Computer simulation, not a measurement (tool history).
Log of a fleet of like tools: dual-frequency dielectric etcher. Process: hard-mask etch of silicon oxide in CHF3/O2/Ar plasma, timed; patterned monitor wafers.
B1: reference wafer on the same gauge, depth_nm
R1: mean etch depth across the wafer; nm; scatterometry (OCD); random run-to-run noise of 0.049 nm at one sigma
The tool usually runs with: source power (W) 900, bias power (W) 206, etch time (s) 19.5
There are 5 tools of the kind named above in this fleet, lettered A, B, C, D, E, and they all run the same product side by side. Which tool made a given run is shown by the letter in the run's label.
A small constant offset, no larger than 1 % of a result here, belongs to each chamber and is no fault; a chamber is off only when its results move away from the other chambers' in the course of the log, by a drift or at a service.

{"run": "1C", "day": 0.146, "source power (W)": 900, "bias power (W)": 206, "etch time (s)": 19.5, "B1": 40.401, "R1": 47.276}
{"run": "2A", "day": 0.304, "source power (W)": 900, "bias power (W)": 206, "etch time (s)": 19.5, "B1": 40.398, "R1": 47.013}
{"run": "3B", "day": 0.446, "source power (W)": 900, "bias power (W)": 206, "etch time (s)": 19.5, "B1": 40.402, "R1": 46.8}
{"run": "4D", "day": 0.692, "source power (W)": 900, "bias power (W)": 206, "etch time (s)": 19.5, "B1": 40.417, "R1": 46.764}
{"day": 0.762, "done": "chamber C: wet clean of the chamber"}
{"run": "5E", "day": 0.871, "source power (W)": 900, "bias power (W)": 206, "etch time (s)": 19.5, "B1": 40.425, "R1": 46.931}
{"run": "6C", "day": 1.112, "source power (W)": 900, "bias power (W)": 206, "etch time (s)": 24, "B1": 40.416, "R1": 58.241}
{"run": "7A", "day": 1.383, "source power (W)": 900, "bias power (W)": 206, "etch time (s)": 24, "B1": 40.427, "R1": 57.872}
{"run": "8B", "day": 1.504, "source power (W)": 900, "bias power (W)": 206, "etch time (s)": 24, "B1": 40.441, "R1": 57.708}
{"run": "9E", "day": 1.783, "source power (W)": 900, "bias power (W)": 206, "etch time (s)": 24, "B1": 40.44, "R1": 57.839}
{"run": "10D", "day": 1.967, "source power (W)": 900, "bias power (W)": 206, "etch time (s)": 24, "B1": 40.442, "R1": 57.52}
{"run": "11E", "day": 2.146, "source power (W)": 900, "bias power (W)": 206, "etch time (s)": 19.5, "B1": 40.444, "R1": 47.05}
{"run": "12C", "day": 2.3, "source power (W)": 900, "bias power (W)": 206, "etch time (s)": 19.5, "B1": 40.456, "R1": 47.382}
{"run": "13D", "day": 2.575, "source power (W)": 900, "bias power (W)": 206, "etch time (s)": 19.5, "B1": 40.461, "R1": 46.785}
{"run": "14B", "day": 2.779, "source power (W)": 900, "bias power (W)": 206, "etch time (s)": 19.5, "B1": 40.469, "R1": 46.89}
{"day": 2.883, "done": "chamber D: wet clean of the chamber"}
{"run": "15A", "day": 2.912, "source power (W)": 900, "bias power (W)": 206, "etch time (s)": 19.5, "B1": 40.464, "R1": 47.163}
{"run": "16C", "day": 3.183, "source power (W)": 900, "bias power (W)": 239, "etch time (s)": 22, "B1": 40.474, "R1": 56.238}
{"run": "17E", "day": 3.321, "source power (W)": 900, "bias power (W)": 239, "etch time (s)": 22, "B1": 40.479, "R1": 55.851}
{"run": "18D", "day": 3.546, "source power (W)": 900, "bias power (W)": 239, "etch time (s)": 22, "B1": 40.48, "R1": 55.596}
{"run": "19B", "day": 3.721, "source power (W)": 900, "bias power (W)": 239, "etch time (s)": 22, "B1": 40.495, "R1": 55.748}
{"run": "20A", "day": 3.954, "source power (W)": 900, "bias power (W)": 239, "etch time (s)": 22, "B1": 40.492, "R1": 55.989}
{"run": "21A", "day": 4.162, "source power (W)": 900, "bias power (W)": 206, "etch time (s)": 19.5, "B1": 40.513, "R1": 47.151}
{"run": "22B", "day": 4.362, "source power (W)": 900, "bias power (W)": 206, "etch time (s)": 19.5, "B1": 40.512, "R1": 46.978}
{"run": "23E", "day": 4.596, "source power (W)": 900, "bias power (W)": 206, "etch time (s)": 19.5, "B1": 40.514, "R1": 46.998}
{"run": "24C", "day": 4.846, "source power (W)": 900, "bias power (W)": 206, "etch time (s)": 19.5, "B1": 40.511, "R1": 47.466}
{"run": "25D", "day": 4.971, "source power (W)": 900, "bias power (W)": 206, "etch time (s)": 19.5, "B1": 40.512, "R1": 46.838}
{"run": "26E", "day": 5.15, "source power (W)": 900, "bias power (W)": 206, "etch time (s)": 19.5, "B1": 40.522, "R1": 47.09}
{"run": "27B", "day": 5.275, "source power (W)": 900, "bias power (W)": 206, "etch time (s)": 19.5, "B1": 40.528, "R1": 47.046}
{"run": "28D", "day": 5.412, "source power (W)": 900, "bias power (W)": 206, "etch time (s)": 19.5, "B1": 40.537, "R1": 46.918}
{"run": "29A", "day": 5.604, "source power (W)": 980, "bias power (W)": 206, "etch time (s)": 14.5, "B1": 40.542, "R1": 36.255}
{"run": "30C", "day": 5.771, "source power (W)": 980, "bias power (W)": 206, "etch time (s)": 14.5, "B1": 40.544, "R1": 36.509}
{"day": 5.808, "done": "chamber B: bias power generator calibrated"}
{"run": "31B", "day": 5.938, "source power (W)": 980, "bias power (W)": 206, "etch time (s)": 14.5, "B1": 40.554, "R1": 36.115}
{"run": "32C", "day": 6.217, "source power (W)": 980, "bias power (W)": 206, "etch time (s)": 14.5, "B1": 40.553, "R1": 36.52}
{"run": "33D", "day": 6.446, "source power (W)": 980, "bias power (W)": 206, "etch time (s)": 14.5, "B1": 40.554, "R1": 36.064}
{"run": "34E", "day": 6.588, "source power (W)": 900, "bias power (W)": 182, "etch time (s)": 23.5, "B1": 40.565, "R1": 54.496}
{"run": "35A", "day": 6.771, "source power (W)": 900, "bias power (W)": 182, "etch time (s)": 23.5, "B1": 40.573, "R1": 54.585}

Has any chamber moved away from the others, gradually or after a service, or does the common gauge drift, or do the chambers differ only by their own small steady offsets? State the chamber and the most likely cause if one applies.

Gauge drift. The chambers move together only on paper, and none stands off.
What lies behind it: gauge reads high (%) = 0.424.
